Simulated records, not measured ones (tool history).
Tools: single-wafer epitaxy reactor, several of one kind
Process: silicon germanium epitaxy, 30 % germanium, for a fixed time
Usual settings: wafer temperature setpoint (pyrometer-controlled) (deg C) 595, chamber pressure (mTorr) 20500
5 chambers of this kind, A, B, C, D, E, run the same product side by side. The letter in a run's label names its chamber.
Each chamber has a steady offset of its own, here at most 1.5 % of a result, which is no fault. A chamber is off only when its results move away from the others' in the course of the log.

| run | hour | wafer temperature setpoint (pyrometer-controlled) (deg C) | chamber pressure (mTorr) | hours since the last pyrometer calibration | hours since the last manometer calibration | read-back reference wafer on the same gauge, thickness_nm | mean film thickness on the monitor wafer (angstrom) |
|---|---|---|---|---|---|---|---|
| 1D | 4.4 | 595 | 20500 | 291.5 | 1876.2 | 59.490 | 535.62 |
| 2C | 10.1 | 595 | 20500 | 1501.1 | 1944.4 | 59.480 | 547.98 |
| 3A | 13.5 | 595 | 20500 | 1774.3 | 2270.0 | 59.478 | 544.38 |
| 4E | 19.5 | 595 | 20500 | 1801.2 | 1916.3 | 59.474 | 545.18 |
| 5B | 25.1 | 595 | 20500 | 336.7 | 615.8 | 59.465 | 544.62 |
| 6C | 29.6 | 595 | 20500 | 1520.6 | 1963.9 | 59.445 | 545.49 |
| 7A | 34.9 | 595 | 20500 | 1795.7 | 2291.4 | 59.446 | 541.46 |
| 8D | 38.3 | 587 | 20500 | 325.4 | 1910.1 | 59.423 | 462.06 |
| 9B | 42.7 | 587 | 20500 | 354.3 | 633.4 | 59.422 | 468.49 |
| 10E | 48.5 | 587 | 20500 | 1830.2 | 1945.3 | 59.401 | 469.77 |
| 11E | 52.8 | 587 | 20500 | 1834.5 | 1949.6 | 59.391 | 469.73 |
| 12D | 57.2 | 587 | 20500 | 344.3 | 1929.0 | 59.394 | 461.49 |
| 13B | 62.7 | 595 | 20500 | 374.3 | 653.4 | 59.397 | 543.21 |
| 14A | 66.7 | 595 | 20500 | 1827.5 | 2323.2 | 59.373 | 541.96 |
| 15C | 70.2 | 595 | 20500 | 1561.2 | 2004.5 | 59.359 | 546.17 |
| 16B | 75.5 | 595 | 20500 | 387.1 | 666.2 | 59.354 | 543.86 |
| 17A | 79.5 | 595 | 20500 | 1840.3 | 2336.0 | 59.364 | 540.36 |
| 18C | 82.8 | 595 | 20500 | 1573.8 | 2017.1 | 59.345 | 544.40 |
| 19E | 88.7 | 586 | 20500 | 1870.4 | 1985.5 | 59.333 | 461.51 |
| 20D | 94.5 | 586 | 20500 | 381.6 | 1966.3 | 59.334 | 451.99 |
| 21D | 100.4 | 586 | 20500 | 387.5 | 1972.2 | 59.317 | 451.82 |
| 22E | 104.0 | 586 | 20500 | 1885.7 | 2000.8 | 59.311 | 459.12 |
| 23C | 108.4 | 586 | 20500 | 1599.4 | 2042.7 | 59.297 | 461.63 |
| 24A | 111.4 | 595 | 20500 | 1872.2 | 2367.9 | 59.267 | 539.69 |
| 25B | 117.4 | 595 | 20500 | 429.0 | 708.1 | 59.303 | 541.27 |
| 26C | 123.5 | 595 | 20500 | 1614.5 | 2057.8 | 59.278 | 544.94 |
| 27A | 129.9 | 595 | 20500 | 1890.7 | 2386.4 | 59.249 | 542.00 |
| 28B | 135.6 | 595 | 20500 | 447.2 | 726.3 | 59.247 | 541.72 |
| 29D | 141.6 | 595 | 20500 | 428.7 | 2013.4 | 59.232 | 535.01 |
| 30E | 146.7 | 595 | 20500 | 1928.4 | 2043.5 | 59.226 | 543.20 |
| 31C | 149.8 | 595 | 17700 | 1640.8 | 2084.1 | 59.189 | 512.61 |
| 32D | 155.9 | 595 | 17700 | 443.0 | 2027.7 | 59.205 | 503.68 |
| 33E | 161.3 | 595 | 17700 | 1943.0 | 2058.1 | 59.188 | 514.15 |
| 34A | 164.6 | 595 | 17700 | 1925.4 | 2421.1 | 59.199 | 509.50 |
| 35B | 169.7 | 595 | 17700 | 481.3 | 760.4 | 59.188 | 509.29 |
| 36D | 172.6 | 595 | 20500 | 459.7 | 2044.4 | 59.191 | 533.04 |
| 37B | 176.1 | 595 | 20500 | 487.7 | 766.8 | 59.161 | 541.30 |
| 38E | 181.7 | 595 | 20500 | 1963.4 | 2078.5 | 59.176 | 543.07 |
| 39A | 185.2 | 595 | 20500 | 1946.0 | 2441.7 | 59.150 | 538.80 |
| 40C | 191.6 | 595 | 20500 | 1682.6 | 2125.9 | 59.119 | 544.55 |
| 41A | 194.6 | 595 | 20500 | 1955.4 | 2451.1 | 59.150 | 539.34 |
| 42C | 197.8 | 595 | 20500 | 1688.8 | 2132.1 | 59.113 | 543.64 |
| 43E | 204.1 | 595 | 20500 | 1985.8 | 2100.9 | 59.106 | 543.68 |

Is one chamber off against the others, does the gauge drift, or is nothing wrong? If a chamber is off, say which, and what the likeliest cause is.

The gauge drifts, so all chambers seem to drift together. No chamber is off.
Cause: gauge reads low (%) = 0.66.
